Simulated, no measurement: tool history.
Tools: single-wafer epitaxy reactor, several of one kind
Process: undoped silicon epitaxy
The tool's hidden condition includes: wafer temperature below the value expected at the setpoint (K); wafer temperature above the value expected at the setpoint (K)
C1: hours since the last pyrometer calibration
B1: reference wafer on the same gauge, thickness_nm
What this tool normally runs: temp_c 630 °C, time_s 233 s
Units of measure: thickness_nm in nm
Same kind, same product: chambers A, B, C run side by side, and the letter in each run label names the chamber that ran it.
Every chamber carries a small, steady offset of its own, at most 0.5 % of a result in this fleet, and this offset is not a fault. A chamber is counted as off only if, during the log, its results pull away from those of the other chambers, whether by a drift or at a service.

{"run": "1B", "hour": 14.3, "temp_c": 630, "time_s": 233, "C1": 1251.8, "B1": 27.118, "thickness_nm": 24.969}
{"run": "2A", "hour": 24.7, "temp_c": 630, "time_s": 233, "C1": 1608.4, "B1": 27.084, "thickness_nm": 25.102}
{"run": "3C", "hour": 35.6, "temp_c": 630, "time_s": 233, "C1": 242.2, "B1": 27.112, "thickness_nm": 24.929}
{"run": "4C", "hour": 44.5, "temp_c": 630, "time_s": 233, "C1": 251.1, "B1": 27.109, "thickness_nm": 25.012}
{"run": "5B", "hour": 52.9, "temp_c": 630, "time_s": 233, "C1": 1290.4, "B1": 27.094, "thickness_nm": 25.046}
{"run": "6A", "hour": 68.4, "temp_c": 630, "time_s": 233, "C1": 1652.1, "B1": 27.101, "thickness_nm": 25.194}
{"run": "7A", "hour": 78.8, "temp_c": 625, "time_s": 207, "C1": 1662.5, "B1": 27.103, "thickness_nm": 19.898}
{"run": "8B", "hour": 85.9, "temp_c": 625, "time_s": 207, "C1": 1323.4, "B1": 27.106, "thickness_nm": 19.834}
{"run": "9C", "hour": 96.4, "temp_c": 625, "time_s": 207, "C1": 303, "B1": 27.107, "thickness_nm": 19.71}
{"run": "10B", "hour": 107.0, "temp_c": 630, "time_s": 233, "C1": 1344.5, "B1": 27.127, "thickness_nm": 25.223}
{"hour": 116.9, "done": "chamber B: pyrometer calibrated"}
{"run": "11A", "hour": 120.1, "temp_c": 630, "time_s": 233, "C1": 1703.8, "B1": 27.107, "thickness_nm": 25.06}
{"run": "12C", "hour": 131.0, "temp_c": 630, "time_s": 233, "C1": 337.6, "B1": 27.085, "thickness_nm": 24.954}
{"run": "13B", "hour": 140.0, "temp_c": 630, "time_s": 207, "C1": 23.2, "B1": 27.131, "thickness_nm": 23.334}
{"run": "14A", "hour": 148.5, "temp_c": 630, "time_s": 207, "C1": 1732.2, "B1": 27.105, "thickness_nm": 22.221}
{"run": "15C", "hour": 161.2, "temp_c": 630, "time_s": 207, "C1": 367.8, "B1": 27.071, "thickness_nm": 22.015}
{"run": "16A", "hour": 174.1, "temp_c": 630, "time_s": 233, "C1": 1757.8, "B1": 27.106, "thickness_nm": 25.182}
{"run": "17B", "hour": 181.5, "temp_c": 630, "time_s": 233, "C1": 64.7, "B1": 27.111, "thickness_nm": 26.44}
{"run": "18C", "hour": 193.0, "temp_c": 630, "time_s": 233, "C1": 399.6, "B1": 27.097, "thickness_nm": 24.982}
{"run": "19C", "hour": 208.2, "temp_c": 630, "time_s": 233, "C1": 414.8, "B1": 27.092, "thickness_nm": 25.025}
{"run": "20B", "hour": 215.2, "temp_c": 630, "time_s": 233, "C1": 98.4, "B1": 27.087, "thickness_nm": 26.001}
{"run": "21A", "hour": 227.8, "temp_c": 630, "time_s": 188, "C1": 1811.5, "B1": 27.092, "thickness_nm": 20.225}
{"run": "22B", "hour": 238.0, "temp_c": 630, "time_s": 188, "C1": 121.2, "B1": 27.085, "thickness_nm": 20.994}
{"run": "23C", "hour": 245.0, "temp_c": 630, "time_s": 188, "C1": 451.6, "B1": 27.105, "thickness_nm": 20.116}
{"run": "24A", "hour": 260.0, "temp_c": 630, "time_s": 250, "C1": 1843.7, "B1": 27.099, "thickness_nm": 26.935}
{"run": "25B", "hour": 273.2, "temp_c": 630, "time_s": 250, "C1": 156.4, "B1": 27.072, "thickness_nm": 27.992}
{"run": "26C", "hour": 286.9, "temp_c": 630, "time_s": 250, "C1": 493.5, "B1": 27.105, "thickness_nm": 26.761}
{"run": "27A", "hour": 298.5, "temp_c": 630, "time_s": 233, "C1": 1882.2, "B1": 27.1, "thickness_nm": 25.01}
{"run": "28B", "hour": 309.9, "temp_c": 630, "time_s": 233, "C1": 193.1, "B1": 27.124, "thickness_nm": 26.01}

All 3 chambers run these settings next. Forecast each chamber's results:
{"run": "29A", "hour": 321.3, "temp_c": 630, "time_s": 261, "thickness_nm": "?"}
{"run": "29B", "hour": 321.3, "temp_c": 630, "time_s": 261, "thickness_nm": "?"}
{"run": "29C", "hour": 321.3, "temp_c": 630, "time_s": 261, "thickness_nm": "?"}

run=29A thickness_nm=27.985
run=29B thickness_nm=29.442
run=29C thickness_nm=28.106
